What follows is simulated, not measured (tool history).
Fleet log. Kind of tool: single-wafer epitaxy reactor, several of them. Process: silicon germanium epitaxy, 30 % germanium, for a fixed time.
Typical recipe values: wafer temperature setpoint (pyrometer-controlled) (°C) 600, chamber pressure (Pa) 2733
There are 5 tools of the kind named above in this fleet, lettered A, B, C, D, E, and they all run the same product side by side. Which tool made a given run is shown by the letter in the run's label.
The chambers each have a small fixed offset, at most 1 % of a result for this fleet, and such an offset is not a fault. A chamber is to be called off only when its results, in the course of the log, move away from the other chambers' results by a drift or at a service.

run    day  wafer temperature setpoint (pyrometer-controlled) (°C)  chamber pressure (Pa)  read-back reference wafer on the same gauge, thickness_nm  mean film thickness on the monitor wafer (nm)
 1D  0.292                                                     600                   2733                                                     55.066                                         59.516
 2C  0.654                                                     600                   2733                                                     55.085                                         59.533
 3E  0.900                                                     600                   2733                                                     55.051                                         59.458
 4B  1.071                                                     600                   2733                                                     55.173                                         59.340
 5A  1.379                                                     600                   2733                                                     55.031                                         59.780
 6A  1.704                                                     600                   2733                                                     55.204                                         59.902
 7E  2.062                                                     590                   3040                                                     55.009                                         51.960
 8D  2.308                                                     590                   3040                                                     55.035                                         52.132
     2.379  -- chamber D: capacitance manometer re-zeroed and calibrated
 9B  2.600                                                     590                   3040                                                     55.119                                         51.736
10C  2.958                                                     590                   3040                                                     55.049                                         50.952
11C  3.250                                                     590                   3040                                                     55.134                                         51.533
12E  3.538                                                     600                   2986                                                     55.198                                         61.705
13D  3.892                                                     600                   2986                                                     55.130                                         62.256
14A  4.088                                                     600                   2986                                                     55.140                                         62.444
15B  4.254                                                     600                   2986                                                     55.093                                         61.692
16D  4.508                                                     600                   2986                                                     54.988                                         61.566
17E  4.867                                                     600                   2733                                                     55.104                                         59.616
18A  5.096                                                     600                   2733                                                     55.086                                         60.191
19B  5.408                                                     600                   2733                                                     55.101                                         59.289
20C  5.692                                                     600                   2733                                                     55.100                                         59.337
21C  6.025                                                     600                   2733                                                     55.084                                         59.234
22A  6.217                                                     600                   2733                                                     55.110                                         60.014
23E  6.538                                                     600                   2733                                                     55.074                                         59.785
24D  6.738                                                     600                   2733                                                     55.071                                         59.617
25B  6.917                                                     593                   3120                                                     55.114                                         55.691
26D  7.204                                                     593                   3120                                                     55.126                                         55.365
27B  7.408                                                     593                   3120                                                     55.187                                         54.978
28E  7.575                                                     593                   3120                                                     55.004                                         55.483
29C  7.867                                                     593                   3120                                                     55.171                                         54.539
30A  8.150                                                     600                   2733                                                     55.035                                         59.678
31E  8.412                                                     592                   3320                                                     55.124                                         55.419
32C  8.621                                                     592                   3320                                                     55.147                                         55.261
33B  8.883                                                     592                   3320                                                     55.052                                         55.531
34A  9.125                                                     592                   3320                                                     55.153                                         56.023
35D  9.488                                                     592                   3320                                                     55.067                                         55.580

For the next run the whole fleet of 5 chambers uses the same settings. Give each chamber's results:
36A  9.750                                                     600                   2133                                                                                                         ?
36B  9.750                                                     600                   2133                                                                                                         ?
36C  9.750                                                     600                   2133                                                                                                         ?
36D  9.750                                                     600                   2133                                                                                                         ?
36E  9.750                                                     600                   2133                                                                                                         ?

run  mean film thickness on the monitor wafer (nm)
36A                                         54.290
36B                                         54.569
36C                                         54.333
36D                                         53.984
36E                                         54.190
